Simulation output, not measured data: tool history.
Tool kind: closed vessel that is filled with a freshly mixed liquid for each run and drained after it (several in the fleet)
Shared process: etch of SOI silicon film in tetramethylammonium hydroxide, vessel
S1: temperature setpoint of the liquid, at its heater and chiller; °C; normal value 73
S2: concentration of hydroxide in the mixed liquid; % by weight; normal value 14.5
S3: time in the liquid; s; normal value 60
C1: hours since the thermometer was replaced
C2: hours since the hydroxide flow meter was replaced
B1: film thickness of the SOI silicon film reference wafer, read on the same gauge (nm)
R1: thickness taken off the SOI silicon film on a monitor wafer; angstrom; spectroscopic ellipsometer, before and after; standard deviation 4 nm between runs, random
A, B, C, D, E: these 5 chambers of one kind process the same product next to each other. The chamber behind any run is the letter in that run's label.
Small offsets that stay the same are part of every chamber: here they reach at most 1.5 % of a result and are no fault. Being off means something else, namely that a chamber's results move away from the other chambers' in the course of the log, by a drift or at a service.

run 1D day=0.267 | S1=73 S2=14.5 S3=60 | C1=879.7 C2=606.8 | B1=80.014 | R1=4560.0
run 2E day=0.725 | S1=73 S2=14.5 S3=60 | C1=2466.7 C2=281.7 | B1=80.003 | R1=4550.6
run 3B day=1.117 | S1=73 S2=14.5 S3=60 | C1=259.4 C2=604.8 | B1=80.012 | R1=4580.7
run 4A day=1.525 | S1=73 S2=14.5 S3=60 | C1=964.6 C2=1531.3 | B1=80.012 | R1=4583.1
run 5C day=1.896 | S1=73 S2=14.5 S3=60 | C1=775.1 C2=1422.8 | B1=79.975 | R1=4520.6
run 6A day=2.150 | S1=73 S2=14.5 S3=60 | C1=979.6 C2=1546.3 | B1=80.035 | R1=4667.9
run 7E day=2.400 | S1=73 S2=14.5 S3=90 | C1=2506.9 C2=321.9 | B1=79.986 | R1=6917.7
run 8B day=2.617 | S1=73 S2=14.5 S3=90 | C1=295.4 C2=640.8 | B1=79.986 | R1=6851.0
run 9D day=2.925 | S1=73 S2=14.5 S3=90 | C1=943.5 C2=670.6 | B1=80.010 | R1=6850.5
run 10C day=3.175 | S1=73 S2=14.5 S3=90 | C1=805.8 C2=1453.5 | B1=79.997 | R1=6777.8
run 11D day=3.621 | S1=73 S2=14.5 S3=90 | C1=960.2 C2=687.3 | B1=80.017 | R1=6739.5
run 12C day=3.892 | S1=73 S2=14.5 S3=60 | C1=823.0 C2=1470.7 | B1=79.994 | R1=4427.8
run 13E day=4.167 | S1=73 S2=14.5 S3=60 | C1=2549.3 C2=364.3 | B1=80.009 | R1=4534.4
run 14A day=4.554 | S1=73 S2=14.5 S3=60 | C1=1037.3 C2=1604.0 | B1=80.011 | R1=4551.1
run 15B day=4.904 | S1=73 S2=14.5 S3=60 | C1=350.3 C2=695.7 | B1=80.011 | R1=4575.1
run 16A day=5.138 | S1=73 S2=14.5 S3=80 | C1=1051.3 C2=1618.0 | B1=80.007 | R1=6042.2
run 17C day=5.392 | S1=73 S2=14.5 S3=80 | C1=859.0 C2=1506.7 | B1=80.018 | R1=6039.8
run 18D day=5.754 | S1=73 S2=14.5 S3=80 | C1=1011.4 C2=738.5 | B1=80.024 | R1=5898.6
run 19B day=6.229 | S1=73 S2=14.5 S3=80 | C1=382.1 C2=727.5 | B1=80.000 | R1=6093.8
run 20E day=6.604 | S1=73 S2=14.5 S3=80 | C1=2607.8 C2=422.8 | B1=80.025 | R1=6154.5
run 21B day=6.904 | S1=73 S2=14.5 S3=60 | C1=398.3 C2=743.7 | B1=80.009 | R1=4577.2
run 22A day=7.258 | S1=67 S2=14.5 S3=60 | C1=1102.2 C2=1668.9 | B1=79.998 | R1=3218.3
run 23E day=7.696 | S1=67 S2=14.5 S3=60 | C1=2634.0 C2=449.0 | B1=80.004 | R1=3186.7
run 24D day=8.054 | S1=67 S2=14.5 S3=60 | C1=1066.6 C2=793.7 | B1=80.041 | R1=3066.6
run 25C day=8.288 | S1=67 S2=14.5 S3=60 | C1=928.5 C2=1576.2 | B1=79.998 | R1=3208.3
-- day=8.321 chamber C: thermometer replaced
run 26D day=8.675 | S1=67 S2=14.5 S3=60 | C1=1081.5 C2=808.6 | B1=80.024 | R1=3059.0
run 27B day=9.104 | S1=73 S2=14.5 S3=60 | C1=451.1 C2=796.5 | B1=79.991 | R1=4517.2
run 28E day=9.417 | S1=73 S2=14.5 S3=60 | C1=2675.3 C2=490.3 | B1=79.987 | R1=4502.7
run 29C day=9.708 | S1=73 S2=14.5 S3=60 | C1=33.4 C2=1610.3 | B1=80.011 | R1=4521.2
run 30A day=9.946 | S1=73 S2=14.5 S3=60 | C1=1166.7 C2=1733.4 | B1=79.980 | R1=4596.9
run 31E day=10.325 | S1=73 S2=14.5 S3=60 | C1=2697.1 C2=512.1 | B1=80.006 | R1=4541.7
run 32B day=10.725 | S1=73 S2=14.5 S3=60 | C1=490.0 C2=835.4 | B1=80.007 | R1=4524.8
run 33A day=11.079 | S1=73 S2=14.5 S3=60 | C1=1193.9 C2=1760.6 | B1=80.025 | R1=4586.7

Next, all 5 chambers run the settings below, one line each with question marks for the results. What does each chamber give?
run 34A day=11.425 | S1=73 S2=14.5 S3=60 | R1=?
run 34B day=11.425 | S1=73 S2=14.5 S3=60 | R1=?
run 34C day=11.425 | S1=73 S2=14.5 S3=60 | R1=?
run 34D day=11.425 | S1=73 S2=14.5 S3=60 | R1=?
run 34E day=11.425 | S1=73 S2=14.5 S3=60 | R1=?

run=34A R1=4659.9
run=34B R1=4594.4
run=34C R1=4531.4
run=34D R1=4235.1
run=34E R1=4531.9
